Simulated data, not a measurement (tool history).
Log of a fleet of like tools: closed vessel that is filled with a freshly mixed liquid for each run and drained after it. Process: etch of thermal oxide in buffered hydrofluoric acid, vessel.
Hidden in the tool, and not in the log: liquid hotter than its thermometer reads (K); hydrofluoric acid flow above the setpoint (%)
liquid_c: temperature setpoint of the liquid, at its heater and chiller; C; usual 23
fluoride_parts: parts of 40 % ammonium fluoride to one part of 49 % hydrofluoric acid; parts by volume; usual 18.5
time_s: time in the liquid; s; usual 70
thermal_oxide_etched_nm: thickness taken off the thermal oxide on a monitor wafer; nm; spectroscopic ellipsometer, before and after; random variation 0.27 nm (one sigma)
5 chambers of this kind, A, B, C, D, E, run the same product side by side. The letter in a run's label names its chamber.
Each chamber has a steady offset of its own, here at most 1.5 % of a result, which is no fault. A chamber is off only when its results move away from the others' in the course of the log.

| run | hour | liquid_c | fluoride_parts | time_s | hours since the thermometer was replaced | hours since the hydrofluoric acid flow meter was replaced | read-back film thickness of the thermal oxide reference wafer, read on the same gauge (nm) | thermal_oxide_etched_nm |
|---|---|---|---|---|---|---|---|---|
| 1B | 9.5 | 23 | 18.5 | 70 | 85.9 | 147.5 | 69.976 | 41.455 |
| 2E | 17.3 | 23 | 18.5 | 70 | 228.8 | 84.3 | 69.979 | 42.586 |
| 3D | 25.1 | 23 | 18.5 | 70 | 846.2 | 177 | 69.978 | 42.758 |
| 4C | 30.6 | 23 | 18.5 | 70 | 481.3 | 1795.7 | 70.077 | 42.031 |
| 5A | 37.3 | 23 | 18.5 | 70 | 804.2 | 1007.7 | 70.056 | 42.726 |
| 6E | 45.9 | 23 | 18.5 | 70 | 257.4 | 112.9 | 70.01 | 42.424 |
| 7D | 51.5 | 23 | 18.5 | 70 | 872.6 | 203.4 | 69.998 | 42.837 |
| 8B | 60.7 | 23 | 18.5 | 70 | 137.1 | 198.7 | 70.003 | 41.632 |
| 9A | 65.4 | 23 | 18.5 | 70 | 832.3 | 1035.8 | 69.975 | 42.445 |
| 10C | 76.1 | 23 | 18.5 | 70 | 526.8 | 1841.2 | 69.965 | 42.539 |
| 11B | 83.8 | 23 | 18.5 | 70 | 160.2 | 221.8 | 69.99 | 42.041 |
| 12D | 89.4 | 23 | 18.5 | 70 | 910.5 | 241.3 | 69.983 | 42.754 |
| 13C | 98.3 | 23 | 18.5 | 70 | 549 | 1863.4 | 69.995 | 42.517 |
| 14A | 105.6 | 23 | 18.5 | 70 | 872.5 | 1076 | 69.998 | 42.769 |
| 15E | 114 | 23 | 18.5 | 70 | 325.5 | 181 | 70.038 | 42.331 |
| 16C | 123.6 | 23 | 18.5 | 70 | 574.3 | 1888.7 | 70.003 | 42.497 |
| 17A | 129.4 | 23 | 18.5 | 70 | 896.3 | 1099.8 | 69.972 | 41.606 |
| 18E | 137.3 | 23 | 18.5 | 70 | 348.8 | 204.3 | 70.038 | 42.66 |
| 19B | 147.7 | 23 | 18.5 | 70 | 224.1 | 285.7 | 69.99 | 42.287 |
| 20D | 152.6 | 23 | 18.5 | 70 | 973.7 | 304.5 | 70.003 | 43.133 |
| 21E | 159.9 | 23 | 18.5 | 70 | 371.4 | 226.9 | 70.012 | 43.28 |
| 22C | 166.3 | 23 | 18.5 | 70 | 617 | 1931.4 | 70.025 | 42.083 |
| 23D | 173.5 | 23 | 18.5 | 70 | 994.6 | 325.4 | 70.01 | 42.779 |
| 24B | 181.8 | 23 | 18.5 | 70 | 258.2 | 319.8 | 70.004 | 42.182 |
| 25A | 187 | 23 | 18.5 | 70 | 953.9 | 1157.4 | 70.027 | 42.2 |
| 26C | 192.6 | 23 | 18.5 | 95 | 643.3 | 1957.7 | 70.011 | 57.259 |
| 27D | 202.6 | 23 | 18.5 | 95 | 1023.7 | 354.5 | 69.98 | 57.897 |
| 28E | 211.8 | 23 | 18.5 | 95 | 423.3 | 278.8 | 70.016 | 60.227 |
| 29A | 217.5 | 23 | 18.5 | 95 | 984.4 | 1187.9 | 69.972 | 57.11 |
|  | 222.2 | chamber A: thermometer replaced |
| 30B | 227.8 | 23 | 18.5 | 95 | 304.2 | 365.8 | 70.012 | 57.337 |
| 31A | 235.2 | 23 | 18.5 | 70 | 13.1 | 1205.6 | 70.014 | 42.004 |
| 32B | 242.2 | 23 | 18.5 | 70 | 318.6 | 380.2 | 69.99 | 41.864 |
| 33C | 247.9 | 23 | 18.5 | 70 | 698.6 | 2013 | 70.015 | 42.59 |
| 34D | 257.8 | 23 | 18.5 | 70 | 1078.9 | 409.7 | 69.963 | 43.123 |
| 35E | 264.2 | 23 | 18.5 | 70 | 475.7 | 331.2 | 69.968 | 45.362 |
| 36B | 274.7 | 23 | 18.5 | 70 | 351.1 | 412.7 | 70.027 | 42.022 |
| 37A | 283.8 | 23 | 18.5 | 70 | 61.7 | 1254.2 | 70.031 | 42.144 |
| 38D | 291.1 | 23 | 18.5 | 70 | 1112.2 | 443 | 69.99 | 42.977 |
| 39C | 301.9 | 23 | 18.5 | 70 | 752.6 | 2067 | 69.998 | 42.737 |
| 40E | 309.1 | 23 | 20.5 | 90 | 520.6 | 376.1 | 69.976 | 54.209 |
| 41B | 314.6 | 23 | 20.5 | 90 | 391 | 452.6 | 69.984 | 49.115 |
| 42C | 321.3 | 23 | 20.5 | 90 | 772 | 2086.4 | 70.011 | 49.516 |
| 43E | 329.3 | 23 | 20.5 | 90 | 540.8 | 396.3 | 70.001 | 54.342 |

What goes on in this fleet: one chamber off, a drifting gauge, or nothing beyond the chambers' own small offsets? Name the chamber and the cause, if any.

Chamber E drifts away from the others.
Cause: liquid hotter than its thermometer reads (K) = 1.66.
The log may not tell that from: hydrofluoric acid flow above the setpoint (%).

Here are 4 candidates for chamber E's next run, each the usual settings with a change, their results left as question marks. Which one brings its results back in line with what the others give on the usual settings?
In line means no further than this from the other chambers' mean on the usual settings: thermal_oxide_etched_nm 0.95 nm
| 44E-1 | 337.1 | 23.5 | 18.5 | 75 |  |  |  | ? |
| 44E-2 | 337.1 | 23 | 18 | 70 |  |  |  | ? |
| 44E-3 | 337.1 | 23 | 19 | 65 |  |  |  | ? |
| 44E-4 | 337.1 | 23 | 19 | 70 |  |  |  | ? |

The other chambers' mean on the usual settings: thermal_oxide_etched_nm 42.408 nm
| run | thermal_oxide_etched_nm |
|---|---|
| 44E-1 | 51.449 |
| 44E-2 | 47.981 |
| 44E-3 | 42.246 |
| 44E-4 | 45.496 |
44E-3 brings the chamber back in line.
